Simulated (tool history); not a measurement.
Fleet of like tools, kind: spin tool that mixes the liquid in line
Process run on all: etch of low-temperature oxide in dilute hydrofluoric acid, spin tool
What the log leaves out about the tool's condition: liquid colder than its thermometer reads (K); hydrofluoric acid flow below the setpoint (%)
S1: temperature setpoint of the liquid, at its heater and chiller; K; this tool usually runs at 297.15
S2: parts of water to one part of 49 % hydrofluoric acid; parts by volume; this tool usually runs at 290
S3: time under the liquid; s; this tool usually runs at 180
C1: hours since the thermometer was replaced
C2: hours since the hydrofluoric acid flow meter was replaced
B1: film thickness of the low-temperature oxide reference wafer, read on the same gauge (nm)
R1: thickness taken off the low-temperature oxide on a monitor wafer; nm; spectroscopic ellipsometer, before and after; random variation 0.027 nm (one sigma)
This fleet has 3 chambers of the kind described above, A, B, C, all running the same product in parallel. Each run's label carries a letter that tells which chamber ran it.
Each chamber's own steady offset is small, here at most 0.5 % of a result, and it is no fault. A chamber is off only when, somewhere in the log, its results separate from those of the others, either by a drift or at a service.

Run 1A, hour 4.2: usual settings; C1 285.5; C2 235.7; B1 60.038. Result: R1 5.3664 nm.
Run 2C, hour 8.5: usual settings; C1 860.5; C2 1048.3; B1 59.959. Result: R1 5.3629 nm.
Run 3B, hour 11.9: usual settings; C1 15.8; C2 1702.2; B1 59.976. Result: R1 5.3605 nm.
Run 4A, hour 16.0: usual settings; C1 297.3; C2 247.5; B1 60.018. Result: R1 5.3196 nm.
Run 5C, hour 22.0: usual settings; C1 874.0; C2 1061.8; B1 59.985. Result: R1 5.3498 nm.
Run 6B, hour 26.0: usual settings; C1 29.9; C2 1716.3; B1 59.961. Result: R1 5.3750 nm.
Run 7A, hour 31.6: usual settings; C1 312.9; C2 263.1; B1 59.983. Result: R1 5.3533 nm.
Run 8B, hour 35.1: usual settings; C1 39.0; C2 1725.4; B1 60.028. Result: R1 5.3297 nm.
Run 9C, hour 38.4: usual settings; C1 890.4; C2 1078.2; B1 59.991. Result: R1 5.3080 nm.
Run 10A, hour 42.7: usual settings; C1 324.0; C2 274.2; B1 60.032. Result: R1 5.3117 nm.
Run 11C, hour 47.7: usual settings; C1 899.7; C2 1087.5; B1 59.981. Result: R1 5.3831 nm.
Run 12B, hour 51.3: usual settings; C1 55.2; C2 1741.6; B1 59.989. Result: R1 5.3521 nm.
Run 13C, hour 55.7: usual settings; C1 907.7; C2 1095.5; B1 59.994. Result: R1 5.3619 nm.
Run 14B, hour 59.9: usual settings; C1 63.8; C2 1750.2; B1 59.972. Result: R1 5.3475 nm.
At hour 63.9: chamber B: hydrofluoric acid flow meter replaced.
Run 15A, hour 64.7: usual settings but S1 295.15 K; C1 346.0; C2 296.2; B1 59.952. Result: R1 4.9473 nm.
At hour 65.8: chamber C: thermometer replaced.
Run 16A, hour 67.5: usual settings but S1 295.15 K; C1 348.8; C2 299.0; B1 59.990. Result: R1 4.9625 nm.
Run 17B, hour 70.2: usual settings but S1 295.15 K; C1 74.1; C2 6.3; B1 60.013. Result: R1 5.0338 nm.
Run 18C, hour 73.0: usual settings but S2 175 parts by volume; C1 7.3; C2 1112.8; B1 59.997. Result: R1 9.8966 nm.
Run 19C, hour 78.3: usual settings but S2 175 parts by volume; C1 12.6; C2 1118.1; B1 59.941. Result: R1 9.9812 nm.
Run 20B, hour 81.4: usual settings but S2 175 parts by volume; C1 85.3; C2 17.5; B1 60.012. Result: R1 10.0900 nm.
At hour 85.3: chamber C: hydrofluoric acid flow meter replaced.
Run 21A, hour 86.5: usual settings; C1 367.8; C2 318.0; B1 59.985. Result: R1 5.3438 nm.
Run 22B, hour 90.8: usual settings; C1 94.7; C2 26.9; B1 60.069. Result: R1 5.3893 nm.
Run 23C, hour 95.9: usual settings; C1 30.2; C2 10.7; B1 59.990. Result: R1 5.3512 nm.
Run 24A, hour 101.2: usual settings; C1 382.5; C2 332.7; B1 60.045. Result: R1 5.3605 nm.
Run 25A, hour 107.1: usual settings; C1 388.4; C2 338.6; B1 59.990. Result: R1 5.3561 nm.
Run 26B, hour 112.9: usual settings; C1 116.8; C2 49.0; B1 59.961. Result: R1 5.3631 nm.
Run 27C, hour 116.1: usual settings but S1 300.65 K, S3 105 s; C1 50.4; C2 30.9; B1 60.011. Result: R1 3.5093 nm.
Run 28C, hour 121.8: usual settings but S1 300.65 K, S3 105 s; C1 56.1; C2 36.6; B1 59.961. Result: R1 3.5023 nm.

Which is it: a chamber that has drifted or been left off by a service, a gauge drift common to all chambers, or only each chamber's usual small offset? If a chamber is off, name it and its likeliest cause.

Nothing is wrong: each chamber keeps only its own small, steady offset and the gauge holds still.

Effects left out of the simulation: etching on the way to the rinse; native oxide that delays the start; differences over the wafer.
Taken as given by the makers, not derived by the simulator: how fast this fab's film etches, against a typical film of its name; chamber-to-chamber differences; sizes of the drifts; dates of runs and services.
